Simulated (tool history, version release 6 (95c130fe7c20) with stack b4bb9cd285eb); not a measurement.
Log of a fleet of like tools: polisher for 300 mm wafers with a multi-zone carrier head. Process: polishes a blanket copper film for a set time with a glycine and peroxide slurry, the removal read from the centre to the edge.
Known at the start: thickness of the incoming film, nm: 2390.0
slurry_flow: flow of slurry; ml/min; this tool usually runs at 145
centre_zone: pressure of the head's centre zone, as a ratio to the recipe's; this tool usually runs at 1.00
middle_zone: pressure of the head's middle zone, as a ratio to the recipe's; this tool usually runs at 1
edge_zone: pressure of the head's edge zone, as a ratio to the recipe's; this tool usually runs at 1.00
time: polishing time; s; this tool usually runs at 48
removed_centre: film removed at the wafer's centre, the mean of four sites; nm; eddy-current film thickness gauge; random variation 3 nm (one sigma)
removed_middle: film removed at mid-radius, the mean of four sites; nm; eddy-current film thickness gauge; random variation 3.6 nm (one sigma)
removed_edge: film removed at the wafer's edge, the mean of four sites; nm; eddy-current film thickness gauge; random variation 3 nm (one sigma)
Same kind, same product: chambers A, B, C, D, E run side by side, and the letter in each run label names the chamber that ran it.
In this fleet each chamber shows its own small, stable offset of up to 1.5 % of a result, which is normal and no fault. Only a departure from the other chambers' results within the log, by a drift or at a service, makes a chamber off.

{"run": "1A", "hour": 6.9, "slurry_flow": 145, "centre_zone": 1.0, "middle_zone": 1, "edge_zone": 1.0, "time": 48, "removed_centre": 243.65, "removed_middle": 240.16, "removed_edge": 247.46}
{"run": "2B", "hour": 15.4, "slurry_flow": 145, "centre_zone": 1.0, "middle_zone": 1, "edge_zone": 1.0, "time": 48, "removed_centre": 245.1, "removed_middle": 245.03, "removed_edge": 243.53}
{"hour": 18.6, "done": "chamber E: worn pad replaced by a new one"}
{"run": "3C", "hour": 21.7, "slurry_flow": 145, "centre_zone": 1.0, "middle_zone": 1, "edge_zone": 1.0, "time": 48, "removed_centre": 244.62, "removed_middle": 244.51, "removed_edge": 244.27}
{"hour": 26.5, "done": "chamber B: worn pad replaced by a new one"}
{"run": "4D", "hour": 29.6, "slurry_flow": 145, "centre_zone": 1.0, "middle_zone": 1, "edge_zone": 1.0, "time": 48, "removed_centre": 243.02, "removed_middle": 248.79, "removed_edge": 242.47}
{"hour": 32.4, "done": "chamber D: worn pad replaced by a new one"}
{"hour": 35.0, "done": "chamber E: slurry nozzle cleaned"}
{"run": "5E", "hour": 37.6, "slurry_flow": 145, "centre_zone": 1.0, "middle_zone": 1, "edge_zone": 1.0, "time": 48, "removed_centre": 240.4, "removed_middle": 243.01, "removed_edge": 252.92}
{"hour": 43.4, "done": "chamber A: worn pad replaced by a new one"}
{"run": "6D", "hour": 46.7, "slurry_flow": 120, "centre_zone": 1.0, "middle_zone": 1, "edge_zone": 1.0, "time": 48, "removed_centre": 237.29, "removed_middle": 234.77, "removed_edge": 242.15}
{"hour": 51.9, "done": "chamber C: worn pad replaced by a new one"}
{"run": "7E", "hour": 55.0, "slurry_flow": 120, "centre_zone": 1.0, "middle_zone": 1, "edge_zone": 1.0, "time": 48, "removed_centre": 236.34, "removed_middle": 228.8, "removed_edge": 238.91}
{"run": "8A", "hour": 60.8, "slurry_flow": 120, "centre_zone": 1.0, "middle_zone": 1, "edge_zone": 1.0, "time": 48, "removed_centre": 232.04, "removed_middle": 221.16, "removed_edge": 240.33}
{"hour": 64.2, "done": "chamber C: slurry nozzle cleaned"}
{"hour": 69.5, "done": "chamber A: slurry nozzle cleaned"}
{"run": "9B", "hour": 70.8, "slurry_flow": 120, "centre_zone": 1.0, "middle_zone": 1, "edge_zone": 1.0, "time": 48, "removed_centre": 234.52, "removed_middle": 235.83, "removed_edge": 246.97}
{"hour": 71.1, "done": "chamber C: edge zone pressure recalibrated"}
{"run": "10C", "hour": 76.6, "slurry_flow": 120, "centre_zone": 1.0, "middle_zone": 1, "edge_zone": 1.0, "time": 48, "removed_centre": 238.91, "removed_middle": 243.13, "removed_edge": 236.48}
{"run": "11C", "hour": 86.0, "slurry_flow": 110, "centre_zone": 1.0, "middle_zone": 1, "edge_zone": 1.0, "time": 37, "removed_centre": 177.92, "removed_middle": 181.12, "removed_edge": 182.85}
{"hour": 86.9, "done": "chamber E: worn pad replaced by a new one"}
{"run": "12D", "hour": 94.1, "slurry_flow": 110, "centre_zone": 1.0, "middle_zone": 1, "edge_zone": 1.0, "time": 37, "removed_centre": 177.94, "removed_middle": 178.86, "removed_edge": 185.8}
{"run": "13E", "hour": 100.7, "slurry_flow": 110, "centre_zone": 1.0, "middle_zone": 1, "edge_zone": 1.0, "time": 37, "removed_centre": 177.52, "removed_middle": 182.9, "removed_edge": 180.26}
{"hour": 105.9, "done": "chamber B: slurry nozzle cleaned"}
{"hour": 108.8, "done": "chamber D: centre zone pressure recalibrated"}
{"run": "14B", "hour": 111.7, "slurry_flow": 110, "centre_zone": 1.0, "middle_zone": 1, "edge_zone": 1.0, "time": 37, "removed_centre": 173.89, "removed_middle": 177.82, "removed_edge": 183.37}
{"hour": 117.3, "done": "chamber C: worn pad replaced by a new one"}
{"hour": 119.3, "done": "chamber A: worn pad replaced by a new one"}
{"run": "15A", "hour": 120.5, "slurry_flow": 110, "centre_zone": 1.0, "middle_zone": 1, "edge_zone": 1.0, "time": 37, "removed_centre": 178.36, "removed_middle": 178.05, "removed_edge": 181.28}
{"hour": 124.8, "done": "chamber B: edge zone pressure recalibrated"}
{"run": "16B", "hour": 131.4, "slurry_flow": 145, "centre_zone": 1.0, "middle_zone": 1, "edge_zone": 1.0, "time": 48, "removed_centre": 245.55, "removed_middle": 242.35, "removed_edge": 246.77}
{"run": "17A", "hour": 140.7, "slurry_flow": 145, "centre_zone": 1.0, "middle_zone": 1, "edge_zone": 1.0, "time": 48, "removed_centre": 242.36, "removed_middle": 235.26, "removed_edge": 248.69}
{"hour": 147.6, "done": "chamber B: worn pad replaced by a new one"}
{"run": "18E", "hour": 151.3, "slurry_flow": 145, "centre_zone": 1.0, "middle_zone": 1, "edge_zone": 1.0, "time": 48, "removed_centre": 243.82, "removed_middle": 245.17, "removed_edge": 245.94}
{"run": "19C", "hour": 159.2, "slurry_flow": 145, "centre_zone": 1.0, "middle_zone": 1, "edge_zone": 1.0, "time": 48, "removed_centre": 248.98, "removed_middle": 246.51, "removed_edge": 253.38}
{"hour": 162.0, "done": "chamber E: worn pad replaced by a new one"}
{"run": "20D", "hour": 169.9, "slurry_flow": 145, "centre_zone": 1.0, "middle_zone": 1, "edge_zone": 1.0, "time": 48, "removed_centre": 245.19, "removed_middle": 245.04, "removed_edge": 241.16}
{"hour": 170.2, "done": "chamber D: worn pad replaced by a new one"}
{"run": "21C", "hour": 178.5, "slurry_flow": 145, "centre_zone": 1.0, "middle_zone": 1, "edge_zone": 1.0, "time": 48, "removed_centre": 248.69, "removed_middle": 247.4, "removed_edge": 246.91}
{"run": "22B", "hour": 187.0, "slurry_flow": 145, "centre_zone": 1.09, "middle_zone": 1, "edge_zone": 0.91, "time": 48, "removed_centre": 273.59, "removed_middle": 247.54, "removed_edge": 239.8}
{"hour": 190.2, "done": "chamber C: worn pad replaced by a new one"}
{"run": "23E", "hour": 194.9, "slurry_flow": 145, "centre_zone": 1.09, "middle_zone": 1, "edge_zone": 0.91, "time": 48, "removed_centre": 267.61, "removed_middle": 248.24, "removed_edge": 231.13}
{"hour": 200.2, "done": "chamber A: worn pad replaced by a new one"}
{"run": "24A", "hour": 204.9, "slurry_flow": 145, "centre_zone": 1.09, "middle_zone": 1, "edge_zone": 0.91, "time": 48, "removed_centre": 269.62, "removed_middle": 243.68, "removed_edge": 234.13}
{"run": "25D", "hour": 212.9, "slurry_flow": 145, "centre_zone": 1.09, "middle_zone": 1, "edge_zone": 0.91, "time": 48, "removed_centre": 275.04, "removed_middle": 240.66, "removed_edge": 233.47}
{"run": "26B", "hour": 222.0, "slurry_flow": 145, "centre_zone": 1.09, "middle_zone": 1, "edge_zone": 0.91, "time": 48, "removed_centre": 268.68, "removed_middle": 239.92, "removed_edge": 232.95}
{"run": "27A", "hour": 233.4, "slurry_flow": 145, "centre_zone": 1.0, "middle_zone": 1, "edge_zone": 1.0, "time": 48, "removed_centre": 251.9, "removed_middle": 233.83, "removed_edge": 243.14}
{"run": "28D", "hour": 241.2, "slurry_flow": 145, "centre_zone": 1.0, "middle_zone": 1, "edge_zone": 1.0, "time": 48, "removed_centre": 242.02, "removed_middle": 240.17, "removed_edge": 245.72}
{"hour": 243.9, "done": "chamber E: worn pad replaced by a new one"}
{"run": "29C", "hour": 248.6, "slurry_flow": 145, "centre_zone": 1.0, "middle_zone": 1, "edge_zone": 1.0, "time": 48, "removed_centre": 245.35, "removed_middle": 251.83, "removed_edge": 246.42}
{"run": "30E", "hour": 257.0, "slurry_flow": 145, "centre_zone": 1.0, "middle_zone": 1, "edge_zone": 1.0, "time": 48, "removed_centre": 250.15, "removed_middle": 243.18, "removed_edge": 235.96}
{"run": "31B", "hour": 262.2, "slurry_flow": 145, "centre_zone": 1.0, "middle_zone": 1, "edge_zone": 1.0, "time": 48, "removed_centre": 246.97, "removed_middle": 241.98, "removed_edge": 247.78}
{"hour": 266.7, "done": "chamber C: worn pad replaced by a new one"}
{"run": "32C", "hour": 268.7, "slurry_flow": 145, "centre_zone": 1.0, "middle_zone": 1, "edge_zone": 1.0, "time": 48, "removed_centre": 248.17, "removed_middle": 248.84, "removed_edge": 247.22}
{"run": "33A", "hour": 275.3, "slurry_flow": 145, "centre_zone": 1.0, "middle_zone": 1, "edge_zone": 1.0, "time": 48, "removed_centre": 241.62, "removed_middle": 242.59, "removed_edge": 248.28}
{"run": "34E", "hour": 282.6, "slurry_flow": 145, "centre_zone": 1.0, "middle_zone": 1, "edge_zone": 1.0, "time": 48, "removed_centre": 247.38, "removed_middle": 249.69, "removed_edge": 240.92}
{"run": "35D", "hour": 288.6, "slurry_flow": 145, "centre_zone": 1.0, "middle_zone": 1, "edge_zone": 1.0, "time": 48, "removed_centre": 243.1, "removed_middle": 253.1, "removed_edge": 245.96}
{"hour": 290.8, "done": "chamber D: worn pad replaced by a new one"}
{"run": "36E", "hour": 299.4, "slurry_flow": 145, "centre_zone": 1.0, "middle_zone": 1, "edge_zone": 1.0, "time": 48, "removed_centre": 246.38, "removed_middle": 245.24, "removed_edge": 243.4}
{"run": "37D", "hour": 310.3, "slurry_flow": 145, "centre_zone": 1.0, "middle_zone": 1, "edge_zone": 1.0, "time": 48, "removed_centre": 243.82, "removed_middle": 248.91, "removed_edge": 244.68}
{"run": "38C", "hour": 319.4, "slurry_flow": 145, "centre_zone": 1.0, "middle_zone": 1, "edge_zone": 1.0, "time": 48, "removed_centre": 251.51, "removed_middle": 244.13, "removed_edge": 243.83}

Is one chamber out of step, is the gauge drifting, or do the chambers differ by no more than their own small offsets? For an off chamber, give its letter and the likeliest cause.

Nothing is wrong: each chamber keeps only its own small, steady offset and the gauge holds still.
